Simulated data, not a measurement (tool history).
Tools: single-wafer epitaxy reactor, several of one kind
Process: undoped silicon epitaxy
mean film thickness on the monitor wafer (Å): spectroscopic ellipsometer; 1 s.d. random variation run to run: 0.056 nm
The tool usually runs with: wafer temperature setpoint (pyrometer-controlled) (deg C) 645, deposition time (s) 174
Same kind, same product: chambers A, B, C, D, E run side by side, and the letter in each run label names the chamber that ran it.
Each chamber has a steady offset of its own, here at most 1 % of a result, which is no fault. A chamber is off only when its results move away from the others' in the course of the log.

| run | hour | wafer temperature setpoint (pyrometer-controlled) (deg C) | deposition time (s) | hours since the last pyrometer calibration | read-back reference wafer on the same gauge, thickness_nm | mean film thickness on the monitor wafer (Å) |
|---|---|---|---|---|---|---|
| 1E | 7.4 | 645 | 174 | 813.3 | 30.303 | 262.60 |
| 2C | 17.5 | 645 | 174 | 1243.6 | 30.306 | 259.23 |
| 3B | 29.8 | 645 | 174 | 1283.3 | 30.312 | 261.08 |
| 4A | 38.3 | 645 | 174 | 1122.1 | 30.289 | 260.72 |
| 5D | 47.1 | 645 | 174 | 624.3 | 30.303 | 262.08 |
| 6D | 52.7 | 645 | 174 | 629.9 | 30.286 | 262.99 |
| 7B | 60.6 | 645 | 174 | 1314.1 | 30.287 | 260.19 |
| 8A | 67.9 | 645 | 151 | 1151.7 | 30.283 | 227.84 |
| 9C | 77.4 | 645 | 151 | 1303.5 | 30.306 | 226.05 |
| 10E | 88.7 | 645 | 151 | 894.6 | 30.299 | 227.83 |
| 11B | 100.2 | 645 | 151 | 1353.7 | 30.284 | 226.40 |
|  | 109.2 | chamber C: pyrometer calibrated |
| 12C | 111.2 | 645 | 151 | 2.0 | 30.291 | 226.25 |
| 13A | 123.5 | 645 | 174 | 1207.3 | 30.300 | 262.18 |
| 14D | 129.6 | 645 | 174 | 706.8 | 30.306 | 262.14 |
| 15E | 138.9 | 645 | 174 | 944.8 | 30.301 | 263.26 |
| 16C | 147.2 | 645 | 174 | 38.0 | 30.298 | 260.58 |
| 17E | 158.2 | 645 | 174 | 964.1 | 30.297 | 263.32 |
| 18B | 164.8 | 645 | 174 | 1418.3 | 30.298 | 262.50 |
| 19D | 171.1 | 645 | 174 | 748.3 | 30.299 | 261.49 |
| 20A | 181.2 | 645 | 174 | 1265.0 | 30.288 | 261.99 |
|  | 191.4 | chamber B: pyrometer calibrated |
| 21D | 192.2 | 645 | 174 | 769.4 | 30.298 | 261.30 |
| 22B | 204.3 | 645 | 174 | 12.9 | 30.300 | 260.52 |
| 23C | 215.7 | 645 | 174 | 106.5 | 30.302 | 259.00 |
| 24E | 221.4 | 658 | 154 | 1027.3 | 30.303 | 310.24 |
| 25A | 228.1 | 658 | 154 | 1311.9 | 30.284 | 306.18 |
| 26A | 234.4 | 658 | 154 | 1318.2 | 30.314 | 306.96 |
| 27D | 240.4 | 658 | 154 | 817.6 | 30.289 | 308.62 |
|  | 241.0 | chamber A: pyrometer calibrated |
| 28E | 250.5 | 658 | 154 | 1056.4 | 30.307 | 309.50 |
| 29B | 262.2 | 645 | 174 | 70.8 | 30.308 | 261.41 |
| 30C | 269.7 | 645 | 174 | 160.5 | 30.314 | 259.57 |
| 31A | 278.4 | 645 | 174 | 37.4 | 30.303 | 261.87 |
| 32B | 284.7 | 645 | 153 | 93.3 | 30.296 | 229.29 |
| 33C | 291.1 | 645 | 153 | 181.9 | 30.299 | 228.25 |
| 34E | 297.7 | 645 | 153 | 1103.6 | 30.296 | 230.53 |

Has any chamber moved away from the others, gradually or after a service, or does the common gauge drift, or do the chambers differ only by their own small steady offsets? State the chamber and the most likely cause if one applies.

Beyond each chamber's small constant offset nothing stands out, and the gauge stays steady.

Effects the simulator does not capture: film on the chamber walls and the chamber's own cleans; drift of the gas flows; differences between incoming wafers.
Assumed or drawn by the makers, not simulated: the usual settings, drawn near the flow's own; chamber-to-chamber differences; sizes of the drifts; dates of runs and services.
